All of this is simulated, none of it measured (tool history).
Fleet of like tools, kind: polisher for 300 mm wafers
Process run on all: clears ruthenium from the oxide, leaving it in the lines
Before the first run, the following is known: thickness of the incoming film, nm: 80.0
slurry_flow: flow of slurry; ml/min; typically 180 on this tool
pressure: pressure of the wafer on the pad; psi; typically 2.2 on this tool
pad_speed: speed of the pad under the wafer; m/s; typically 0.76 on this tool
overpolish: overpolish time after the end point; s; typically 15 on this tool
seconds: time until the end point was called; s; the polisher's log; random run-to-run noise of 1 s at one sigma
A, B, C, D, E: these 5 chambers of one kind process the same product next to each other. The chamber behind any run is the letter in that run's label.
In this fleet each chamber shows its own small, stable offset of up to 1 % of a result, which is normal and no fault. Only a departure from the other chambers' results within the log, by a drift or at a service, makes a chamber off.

-- hour=3.8 chamber C: worn pad replaced by a new one
run 1A hour=12.4 | slurry_flow=180 pressure=2.2 pad_speed=0.76 overpolish=15 | seconds=79.389
run 2E hour=22.8 | slurry_flow=180 pressure=2.2 pad_speed=0.76 overpolish=15 | seconds=79.931
-- hour=27.6 chamber A: worn pad replaced by a new one
run 3C hour=29.8 | slurry_flow=180 pressure=2.2 pad_speed=0.76 overpolish=15 | seconds=80.52
run 4D hour=39.6 | slurry_flow=180 pressure=2.2 pad_speed=0.76 overpolish=15 | seconds=79.719
run 5B hour=48.3 | slurry_flow=180 pressure=2.2 pad_speed=0.76 overpolish=15 | seconds=80.803
-- hour=48.8 chamber E: worn pad replaced by a new one
-- hour=55.1 chamber B: head pressure recalibrated
run 6C hour=59.7 | slurry_flow=180 pressure=2.2 pad_speed=0.76 overpolish=15 | seconds=80.364
-- hour=60.9 chamber D: worn pad replaced by a new one
run 7B hour=66.1 | slurry_flow=180 pressure=2.2 pad_speed=0.76 overpolish=15 | seconds=78.579
-- hour=71.1 chamber B: worn pad replaced by a new one
-- hour=72.2 chamber A: head pressure recalibrated
run 8A hour=76.9 | slurry_flow=180 pressure=2.2 pad_speed=0.76 overpolish=15 | seconds=79.864
run 9E hour=88.6 | slurry_flow=180 pressure=2.2 pad_speed=0.76 overpolish=15 | seconds=80.734
-- hour=93.5 chamber A: worn pad replaced by a new one
run 10D hour=98.4 | slurry_flow=180 pressure=2.2 pad_speed=0.76 overpolish=15 | seconds=80.315
run 11B hour=104.6 | slurry_flow=180 pressure=2.2 pad_speed=0.76 overpolish=15 | seconds=80.888
-- hour=108.2 chamber C: worn pad replaced by a new one
run 12E hour=114.3 | slurry_flow=180 pressure=2.2 pad_speed=0.76 overpolish=15 | seconds=81.286
run 13D hour=120.5 | slurry_flow=180 pressure=2.2 pad_speed=0.76 overpolish=15 | seconds=79.225
-- hour=126.9 chamber E: worn pad replaced by a new one
run 14C hour=130.8 | slurry_flow=180 pressure=2.2 pad_speed=0.76 overpolish=15 | seconds=79.049
-- hour=131.6 chamber D: worn pad replaced by a new one
-- hour=137.4 chamber D: slurry nozzle cleaned
run 15A hour=142.7 | slurry_flow=180 pressure=2.2 pad_speed=0.76 overpolish=15 | seconds=79.533
-- hour=143.4 chamber B: worn pad replaced by a new one
run 16E hour=155.2 | slurry_flow=180 pressure=2.2 pad_speed=0.76 overpolish=22 | seconds=80.632
-- hour=158.7 chamber E: slurry nozzle cleaned
run 17B hour=163.2 | slurry_flow=180 pressure=2.2 pad_speed=0.76 overpolish=22 | seconds=79.199
-- hour=164.2 chamber E: head pressure recalibrated
-- hour=166.9 chamber A: worn pad replaced by a new one
run 18C hour=173.8 | slurry_flow=180 pressure=2.2 pad_speed=0.76 overpolish=22 | seconds=80.262
run 19D hour=181.4 | slurry_flow=180 pressure=2.2 pad_speed=0.76 overpolish=22 | seconds=80.179
run 20A hour=193.9 | slurry_flow=180 pressure=2.2 pad_speed=0.76 overpolish=22 | seconds=80.956
-- hour=198.9 chamber D: head pressure recalibrated
-- hour=199.7 chamber D: worn pad replaced by a new one
-- hour=201.6 chamber E: worn pad replaced by a new one
-- hour=203.1 chamber C: worn pad replaced by a new one
run 21C hour=206.3 | slurry_flow=180 pressure=2.2 pad_speed=0.76 overpolish=15 | seconds=79.422
-- hour=213.7 chamber B: worn pad replaced by a new one
run 22B hour=216.8 | slurry_flow=180 pressure=2.2 pad_speed=0.76 overpolish=15 | seconds=79.539
run 23A hour=224.3 | slurry_flow=180 pressure=2.2 pad_speed=0.76 overpolish=15 | seconds=81.058
run 24E hour=229.7 | slurry_flow=180 pressure=2.2 pad_speed=0.76 overpolish=15 | seconds=79.308
-- hour=235.6 chamber A: worn pad replaced by a new one
run 25D hour=239.7 | slurry_flow=180 pressure=2.2 pad_speed=0.76 overpolish=15 | seconds=80.092
run 26E hour=247.2 | slurry_flow=180 pressure=2.2 pad_speed=0.76 overpolish=15 | seconds=82.912
run 27B hour=254.2 | slurry_flow=180 pressure=2.2 pad_speed=0.76 overpolish=15 | seconds=80.768
run 28C hour=266.4 | slurry_flow=180 pressure=2.2 pad_speed=0.9 overpolish=15 | seconds=67.566
-- hour=267.4 chamber E: worn pad replaced by a new one
run 29A hour=272.2 | slurry_flow=180 pressure=2.2 pad_speed=0.9 overpolish=15 | seconds=67.852
-- hour=277.6 chamber D: worn pad replaced by a new one
run 30D hour=278 | slurry_flow=180 pressure=2.2 pad_speed=0.9 overpolish=15 | seconds=67.911
run 31A hour=285.1 | slurry_flow=180 pressure=2.2 pad_speed=0.9 overpolish=15 | seconds=69.748
run 32D hour=292.4 | slurry_flow=180 pressure=2.2 pad_speed=0.9 overpolish=15 | seconds=67.688
-- hour=293.1 chamber B: worn pad replaced by a new one
run 33B hour=298.1 | slurry_flow=180 pressure=2.2 pad_speed=0.76 overpolish=15 | seconds=77.815
-- hour=298.7 chamber A: worn pad replaced by a new one
-- hour=308.5 chamber C: worn pad replaced by a new one
run 34C hour=310.5 | slurry_flow=180 pressure=2.2 pad_speed=0.76 overpolish=15 | seconds=80.565
-- hour=311.7 chamber B: slurry nozzle cleaned
run 35E hour=319.8 | slurry_flow=180 pressure=2.2 pad_speed=0.76 overpolish=15 | seconds=79.155
run 36C hour=325.5 | slurry_flow=180 pressure=2.2 pad_speed=0.76 overpolish=15 | seconds=80.246
run 37D hour=337 | slurry_flow=180 pressure=2.2 pad_speed=0.76 overpolish=15 | seconds=79.671
run 38B hour=342.7 | slurry_flow=180 pressure=2.2 pad_speed=0.76 overpolish=15 | seconds=80.68
-- hour=348.1 chamber E: worn pad replaced by a new one
run 39E hour=352 | slurry_flow=180 pressure=2.2 pad_speed=0.76 overpolish=15 | seconds=79.674
run 40A hour=358.5 | slurry_flow=180 pressure=2.2 pad_speed=0.76 overpolish=15 | seconds=80.958

Decide between three cases: one chamber stands off from its peers, the gauge reading all wafers drifts, or nothing is wrong past each chamber's small offset. Where a chamber is off, say which and what most likely put it there.

No chamber stands off beyond its own small offset, and the gauge holds steady.
